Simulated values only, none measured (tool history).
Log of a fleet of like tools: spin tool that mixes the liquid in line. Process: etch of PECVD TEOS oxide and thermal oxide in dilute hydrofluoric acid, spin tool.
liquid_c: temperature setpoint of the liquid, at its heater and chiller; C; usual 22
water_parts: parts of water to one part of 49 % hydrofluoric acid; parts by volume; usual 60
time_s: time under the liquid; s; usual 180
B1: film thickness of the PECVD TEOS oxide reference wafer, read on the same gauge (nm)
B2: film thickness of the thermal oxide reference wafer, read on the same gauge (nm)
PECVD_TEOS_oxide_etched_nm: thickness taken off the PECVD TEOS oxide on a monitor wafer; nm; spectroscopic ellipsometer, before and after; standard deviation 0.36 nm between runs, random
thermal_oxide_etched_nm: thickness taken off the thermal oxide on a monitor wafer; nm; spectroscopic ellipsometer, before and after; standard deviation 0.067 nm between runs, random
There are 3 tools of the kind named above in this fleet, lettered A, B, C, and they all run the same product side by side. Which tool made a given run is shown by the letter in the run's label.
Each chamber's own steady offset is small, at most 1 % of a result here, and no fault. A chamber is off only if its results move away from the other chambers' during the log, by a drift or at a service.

Run 1C, day 0.471: usual settings; B1 79.999; B2 109.99. Result: PECVD_TEOS_oxide_etched_nm 55.543 nm, thermal_oxide_etched_nm 12.937 nm.
Run 2B, day 0.708: usual settings; B1 79.975; B2 109.97. Result: PECVD_TEOS_oxide_etched_nm 55.289 nm, thermal_oxide_etched_nm 13.06 nm.
Run 3A, day 1.15: usual settings; B1 79.997; B2 109.99. Result: PECVD_TEOS_oxide_etched_nm 55.541 nm, thermal_oxide_etched_nm 13.005 nm.
Run 4C, day 1.492: usual settings; B1 79.992; B2 110.01. Result: PECVD_TEOS_oxide_etched_nm 55.584 nm, thermal_oxide_etched_nm 13.046 nm.
Run 5B, day 1.821: usual settings; B1 80.002; B2 110.04. Result: PECVD_TEOS_oxide_etched_nm 55.555 nm, thermal_oxide_etched_nm 12.883 nm.
At day 1.979: chamber B: thermometer replaced.
Run 6A, day 2.129: usual settings; B1 80.003; B2 110.02. Result: PECVD_TEOS_oxide_etched_nm 55.344 nm, thermal_oxide_etched_nm 13.239 nm.
Run 7B, day 2.446: usual settings but liquid_c 18.5 C; B1 79.995; B2 109.99. Result: PECVD_TEOS_oxide_etched_nm 47.994 nm, thermal_oxide_etched_nm 11.269 nm.
Run 8C, day 2.946: usual settings but liquid_c 18.5 C; B1 79.986; B2 110. Result: PECVD_TEOS_oxide_etched_nm 47.84 nm, thermal_oxide_etched_nm 11.112 nm.
Run 9A, day 3.375: usual settings but liquid_c 18.5 C; B1 79.989; B2 109.96. Result: PECVD_TEOS_oxide_etched_nm 47.202 nm, thermal_oxide_etched_nm 11.273 nm.
Run 10B, day 3.846: usual settings; B1 79.981; B2 110.01. Result: PECVD_TEOS_oxide_etched_nm 55.499 nm, thermal_oxide_etched_nm 13.042 nm.
Run 11C, day 4.217: usual settings; B1 80.014; B2 110. Result: PECVD_TEOS_oxide_etched_nm 55.941 nm, thermal_oxide_etched_nm 13 nm.
Run 12A, day 4.692: usual settings; B1 79.984; B2 110.02. Result: PECVD_TEOS_oxide_etched_nm 55.797 nm, thermal_oxide_etched_nm 13.101 nm.
Run 13C, day 5.175: usual settings; B1 79.995; B2 109.99. Result: PECVD_TEOS_oxide_etched_nm 55.468 nm, thermal_oxide_etched_nm 13.077 nm.
Run 14B, day 5.592: usual settings; B1 79.995; B2 109.97. Result: PECVD_TEOS_oxide_etched_nm 55.467 nm, thermal_oxide_etched_nm 13.037 nm.
Run 15A, day 6.038: usual settings; B1 80.01; B2 110.02. Result: PECVD_TEOS_oxide_etched_nm 54.826 nm, thermal_oxide_etched_nm 13.029 nm.
Run 16C, day 6.558: usual settings but water_parts 85 parts by volume, time_s 110 s; B1 80.004; B2 110.02. Result: PECVD_TEOS_oxide_etched_nm 23.072 nm, thermal_oxide_etched_nm 5.4194 nm.
Run 17B, day 7: usual settings but water_parts 85 parts by volume, time_s 110 s; B1 80; B2 109.99. Result: PECVD_TEOS_oxide_etched_nm 22.975 nm, thermal_oxide_etched_nm 5.4453 nm.
Run 18A, day 7.383: usual settings but water_parts 85 parts by volume, time_s 110 s; B1 80.014; B2 109.99. Result: PECVD_TEOS_oxide_etched_nm 23.667 nm, thermal_oxide_etched_nm 5.5101 nm.
Run 19A, day 7.825: usual settings; B1 80.003; B2 110.01. Result: PECVD_TEOS_oxide_etched_nm 54.978 nm, thermal_oxide_etched_nm 13.208 nm.
Run 20C, day 8.3: usual settings; B1 79.988; B2 110.06. Result: PECVD_TEOS_oxide_etched_nm 55.569 nm, thermal_oxide_etched_nm 13.064 nm.
Run 21B, day 8.588: usual settings; B1 79.993; B2 109.96. Result: PECVD_TEOS_oxide_etched_nm 55.427 nm, thermal_oxide_etched_nm 12.887 nm.
Run 22B, day 8.958: usual settings but liquid_c 20 C, time_s 215 s; B1 80.012; B2 109.98. Result: PECVD_TEOS_oxide_etched_nm 61.166 nm, thermal_oxide_etched_nm 14.42 nm.
Run 23A, day 9.5: usual settings but liquid_c 20 C, time_s 215 s; B1 80.003; B2 109.98. Result: PECVD_TEOS_oxide_etched_nm 61.228 nm, thermal_oxide_etched_nm 14.368 nm.
Run 24C, day 10.042: usual settings but liquid_c 20 C, time_s 215 s; B1 79.983; B2 109.98. Result: PECVD_TEOS_oxide_etched_nm 61.407 nm, thermal_oxide_etched_nm 14.223 nm.
Run 25C, day 10.35: usual settings; B1 80.02; B2 109.98. Result: PECVD_TEOS_oxide_etched_nm 55.321 nm, thermal_oxide_etched_nm 13.082 nm.
Run 26B, day 10.867: usual settings; B1 79.99; B2 110.01. Result: PECVD_TEOS_oxide_etched_nm 55.813 nm, thermal_oxide_etched_nm 13.063 nm.
Run 27A, day 11.392: usual settings; B1 80.014; B2 109.99. Result: PECVD_TEOS_oxide_etched_nm 55.382 nm, thermal_oxide_etched_nm 13.127 nm.
Run 28C, day 11.767: usual settings; B1 79.995; B2 109.98. Result: PECVD_TEOS_oxide_etched_nm 54.947 nm, thermal_oxide_etched_nm 12.94 nm.
Run 29A, day 12.296: usual settings; B1 80.024; B2 110.02. Result: PECVD_TEOS_oxide_etched_nm 55.435 nm, thermal_oxide_etched_nm 13.102 nm.
Run 30B, day 12.696: usual settings; B1 80.005; B2 109.98. Result: PECVD_TEOS_oxide_etched_nm 55.214 nm, thermal_oxide_etched_nm 13.031 nm.
At day 12.796: chamber C: hydrofluoric acid flow meter replaced.
Run 31C, day 12.938: usual settings; B1 79.992; B2 110.01. Result: PECVD_TEOS_oxide_etched_nm 55.851 nm, thermal_oxide_etched_nm 12.95 nm.
Run 32B, day 13.458: usual settings; B1 80.001; B2 110.02. Result: PECVD_TEOS_oxide_etched_nm 55.295 nm, thermal_oxide_etched_nm 12.999 nm.
At day 13.667: chamber B: hydrofluoric acid flow meter replaced.
Run 33A, day 13.879: usual settings; B1 80.01; B2 110.07. Result: PECVD_TEOS_oxide_etched_nm 55.529 nm, thermal_oxide_etched_nm 13.157 nm.
Run 34B, day 14.258: usual settings; B1 79.981; B2 110.02. Result: PECVD_TEOS_oxide_etched_nm 54.801 nm, thermal_oxide_etched_nm 13.021 nm.
Run 35C, day 14.625: usual settings but water_parts 85 parts by volume; B1 79.997; B2 110.03. Result: PECVD_TEOS_oxide_etched_nm 37.905 nm, thermal_oxide_etched_nm 8.9141 nm.
Run 36A, day 14.983: usual settings but water_parts 85 parts by volume; B1 79.998; B2 110. Result: PECVD_TEOS_oxide_etched_nm 38.205 nm, thermal_oxide_etched_nm 8.9397 nm.
Run 37A, day 15.325: usual settings but water_parts 85 parts by volume; B1 80.032; B2 110.04. Result: PECVD_TEOS_oxide_etched_nm 37.888 nm, thermal_oxide_etched_nm 8.9476 nm.
Run 38B, day 15.779: usual settings; B1 79.991; B2 110. Result: PECVD_TEOS_oxide_etched_nm 55.511 nm, thermal_oxide_etched_nm 13.104 nm.

Is one chamber off against the others, does the gauge drift, or is nothing wrong? If a chamber is off, say which, and what the likeliest cause is.

No chamber is off and the gauge is stable; the differences are just each chamber's small, constant offset.
